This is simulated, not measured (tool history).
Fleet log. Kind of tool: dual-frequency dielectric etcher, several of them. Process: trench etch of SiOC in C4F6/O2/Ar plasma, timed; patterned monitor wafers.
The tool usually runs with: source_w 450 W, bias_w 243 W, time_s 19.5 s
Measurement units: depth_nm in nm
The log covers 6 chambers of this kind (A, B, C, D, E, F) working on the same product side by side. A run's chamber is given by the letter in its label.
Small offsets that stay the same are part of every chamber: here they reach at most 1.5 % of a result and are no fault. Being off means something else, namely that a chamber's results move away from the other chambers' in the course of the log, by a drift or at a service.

run   hour  source_w  bias_w  time_s  read-back reference wafer on the same gauge, depth_nm  depth_nm
 1D    6.9       450     243    19.5                                                 52.363    46.626
 2E   11.7       450     243    19.5                                                 52.366    46.775
 3A   15.1       450     243    19.5                                                 52.405    46.324
 4C   18.7       450     243    19.5                                                  52.38    46.264
 5B   23.5       380     243      22                                                 52.422    49.601
 6F     31       380     243      22                                                 52.439    49.109
 7E   38.2       380     243      22                                                 52.348    49.602
 8C   45.6       380     243      22                                                 52.415    48.739
 9F   49.1       380     243      22                                                 52.427    49.462
10A   55.3       380     243      22                                                 52.406     48.82
11B   59.9       450     243    19.5                                                 52.424    46.509
12D   65.2       450     243    19.5                                                 52.399     46.31
13B   69.7       450     243    19.5                                                 52.367    46.592
14A   73.9       450     243    19.5                                                 52.424    46.202
15E   78.5       450     243    19.5                                                 52.434    47.113
16C   83.5       360     243      14                                                 52.415    30.572
17D     87       360     243      14                                                 52.407    30.641
18F   91.2       360     243      14                                                 52.394    30.919
19D   95.3       360     243      14                                                  52.46    30.808
20E  101.3       360     243      14                                                 52.389    31.256
21B  105.7       360     243      14                                                 52.481    30.828
22C  110.7       450     243    19.5                                                 52.403    46.415
23F    118       450     243    19.5                                                 52.376    46.399
     119.4  -- chamber A: wet clean of the chamber
24A  123.7       450     243    19.5                                                 52.386    43.734
25F  128.5       450     243    19.5                                                 52.349    46.686
26D  132.3       450     243    19.5                                                 52.416    46.583
27B  137.3       450     243    19.5                                                 52.398    47.106
28A  143.2       450     243    19.5                                                 52.404     43.86
29E    147       450     191      23                                                  52.36    51.669
30C  152.3       450     191      23                                                  52.37    50.386
31D  159.9       450     191      23                                                 52.387    50.794
32A  165.8       450     191      23                                                 52.378    48.092
33B  170.3       450     191      23                                                 52.389     50.71
34E    175       450     191      23                                                 52.385    51.493
35F  179.3       450     243    19.5                                                 52.397    46.706
36C  186.3       450     243    19.5                                                 52.371    46.272

Does one chamber stand apart from the rest, does the shared gauge drift, or is all well apart from small per-chamber offsets? Give the chamber and the most likely cause, where there is one.

The work done on chamber A during a service left it standing apart from the others.
Likeliest cause: etch rate under this chamber's usual, % = 4.97.

Below are 4 candidate recipes for chamber A's next run, each the usual settings with a change, their results shown as question marks. Which of them brings A's results back in line with what the other chambers give on the usual settings?
To be in line, a result may differ from the other chambers' mean on the usual settings by at most: depth_nm 0.7 nm
37A-1  191.8       480     243    19.5                                                                ?
37A-2  191.8       450     240    18.5                                                                ?
37A-3  191.8       450     224    19.5                                                                ?
37A-4  191.8       450     286    19.5                                                                ?

The mean the other chambers reach with the usual settings: depth_nm 46.673 nm
  run  depth_nm
37A-1    45.092
37A-2    41.555
37A-3    42.816
37A-4    46.474
The right change is 37A-4: it brings the chamber back within the allowed miss of the others.

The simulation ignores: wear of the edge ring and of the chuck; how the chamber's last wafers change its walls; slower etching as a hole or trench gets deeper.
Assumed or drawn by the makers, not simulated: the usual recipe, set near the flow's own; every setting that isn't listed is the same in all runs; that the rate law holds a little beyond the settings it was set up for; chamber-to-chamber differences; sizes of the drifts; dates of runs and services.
